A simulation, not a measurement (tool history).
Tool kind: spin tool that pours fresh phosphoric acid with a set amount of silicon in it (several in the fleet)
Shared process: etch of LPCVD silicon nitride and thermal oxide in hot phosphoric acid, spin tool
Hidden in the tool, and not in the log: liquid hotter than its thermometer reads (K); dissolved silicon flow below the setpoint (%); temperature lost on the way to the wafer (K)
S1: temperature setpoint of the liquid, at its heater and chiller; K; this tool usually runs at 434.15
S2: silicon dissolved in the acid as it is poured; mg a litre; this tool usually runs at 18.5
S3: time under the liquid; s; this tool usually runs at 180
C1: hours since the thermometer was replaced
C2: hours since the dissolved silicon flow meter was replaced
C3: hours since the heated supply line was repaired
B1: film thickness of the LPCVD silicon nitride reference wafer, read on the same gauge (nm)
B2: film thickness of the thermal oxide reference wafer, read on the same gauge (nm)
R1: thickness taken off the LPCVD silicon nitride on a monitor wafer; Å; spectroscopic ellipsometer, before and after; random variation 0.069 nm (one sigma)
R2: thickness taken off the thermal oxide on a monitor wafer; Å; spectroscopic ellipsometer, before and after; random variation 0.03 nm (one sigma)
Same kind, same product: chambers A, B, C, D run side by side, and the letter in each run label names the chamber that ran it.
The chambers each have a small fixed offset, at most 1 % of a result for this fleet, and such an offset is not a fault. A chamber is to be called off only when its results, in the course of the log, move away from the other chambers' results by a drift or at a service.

Run 1A, hour 7.5: usual settings; C1 1219.4; C2 730.8; C3 47.7; B1 80.008; B2 139.99. Result: R1 124.03 Å, R2 3.502 Å.
Run 2B, hour 15.8: usual settings; C1 1115.7; C2 809.7; C3 3302.9; B1 80.002; B2 140. Result: R1 126.67 Å, R2 3.8502 Å.
Run 3D, hour 23.7: usual settings; C1 1456.7; C2 105.2; C3 545.5; B1 80.002; B2 140.01. Result: R1 125.38 Å, R2 3.7201 Å.
Run 4C, hour 31.3: usual settings; C1 80.8; C2 1579.8; C3 1914; B1 80.017; B2 140. Result: R1 125.62 Å, R2 3.5773 Å.
Run 5A, hour 36.5: usual settings; C1 1248.4; C2 759.8; C3 76.7; B1 79.986; B2 139.99. Result: R1 124.92 Å, R2 3.4829 Å.
Run 6D, hour 46.7: usual settings; C1 1479.7; C2 128.2; C3 568.5; B1 79.981; B2 140.02. Result: R1 124.83 Å, R2 3.8936 Å.
Run 7B, hour 52.1: usual settings; C1 1152; C2 846; C3 3339.2; B1 80.018; B2 140.03. Result: R1 126.14 Å, R2 3.8287 Å.
Run 8C, hour 62.8: usual settings; C1 112.3; C2 1611.3; C3 1945.5; B1 79.996; B2 140.03. Result: R1 126.03 Å, R2 3.954 Å.
Run 9C, hour 71.3: usual settings; C1 120.8; C2 1619.8; C3 1954; B1 79.973; B2 140.01. Result: R1 126.24 Å, R2 4.3403 Å.
Run 10B, hour 79.7: usual settings; C1 1179.6; C2 873.6; C3 3366.8; B1 79.987; B2 139.99. Result: R1 125.85 Å, R2 3.7133 Å.
Run 11A, hour 86.5: usual settings; C1 1298.4; C2 809.8; C3 126.7; B1 79.973; B2 140.01. Result: R1 124.43 Å, R2 3.9149 Å.
Run 12D, hour 95.1: usual settings; C1 1528.1; C2 176.6; C3 616.9; B1 79.983; B2 139.98. Result: R1 126.74 Å, R2 3.6609 Å.
Run 13C, hour 104.9: usual settings; C1 154.4; C2 1653.4; C3 1987.6; B1 80.007; B2 140.01. Result: R1 126.16 Å, R2 3.9765 Å.
Run 14D, hour 115: usual settings; C1 1548; C2 196.5; C3 636.8; B1 79.982; B2 139.99. Result: R1 125.44 Å, R2 3.3046 Å.
Run 15A, hour 124.5: usual settings; C1 1336.4; C2 847.8; C3 164.7; B1 80; B2 140. Result: R1 124.95 Å, R2 3.4097 Å.
Run 16B, hour 132.6: usual settings; C1 1232.5; C2 926.5; C3 3419.7; B1 79.98; B2 140.01. Result: R1 126.4 Å, R2 3.2403 Å.
At hour 137.6: chamber A: thermometer replaced.
Run 17B, hour 140.1: usual settings; C1 1240; C2 934; C3 3427.2; B1 80.027; B2 140.02. Result: R1 126.67 Å, R2 3.5047 Å.
At hour 144.3: chamber D: thermometer replaced.
Run 18D, hour 148.7: usual settings; C1 4.4; C2 230.2; C3 670.5; B1 79.998; B2 139.99. Result: R1 125.6 Å, R2 3.4521 Å.
Run 19A, hour 156.4: usual settings; C1 18.9; C2 879.7; C3 196.6; B1 79.961; B2 140.01. Result: R1 123.66 Å, R2 3.7464 Å.
Run 20C, hour 166.7: usual settings; C1 216.2; C2 1715.2; C3 2049.4; B1 79.97; B2 140.02. Result: R1 125.29 Å, R2 3.3702 Å.
Run 21D, hour 176.4: usual settings; C1 32.1; C2 257.9; C3 698.2; B1 80.005; B2 140. Result: R1 125.35 Å, R2 3.5907 Å.
Run 22B, hour 187.3: usual settings; C1 1287.2; C2 981.2; C3 3474.4; B1 79.981; B2 140.01. Result: R1 125.35 Å, R2 3.2542 Å.
Run 23C, hour 192.3: usual settings; C1 241.8; C2 1740.8; C3 2075; B1 80.025; B2 140. Result: R1 126.03 Å, R2 4.038 Å.
Run 24A, hour 203.1: usual settings; C1 65.6; C2 926.4; C3 243.3; B1 80.052; B2 140. Result: R1 124.59 Å, R2 3.2835 Å.
Run 25C, hour 210.4: usual settings; C1 259.9; C2 1758.9; C3 2093.1; B1 79.996; B2 139.99. Result: R1 125.61 Å, R2 3.5819 Å.
Run 26A, hour 221.3: usual settings; C1 83.8; C2 944.6; C3 261.5; B1 80.032; B2 140. Result: R1 126.32 Å, R2 3.3724 Å.
Run 27B, hour 229.8: usual settings but S3 270 s; C1 1329.7; C2 1023.7; C3 3516.9; B1 79.962; B2 140.02. Result: R1 187.36 Å, R2 5.5519 Å.

Is one chamber off against the others, does the gauge drift, or is nothing wrong? If a chamber is off, say which, and what the likeliest cause is.

All chambers stay in line apart from their small fixed offsets, and the gauge does not drift.
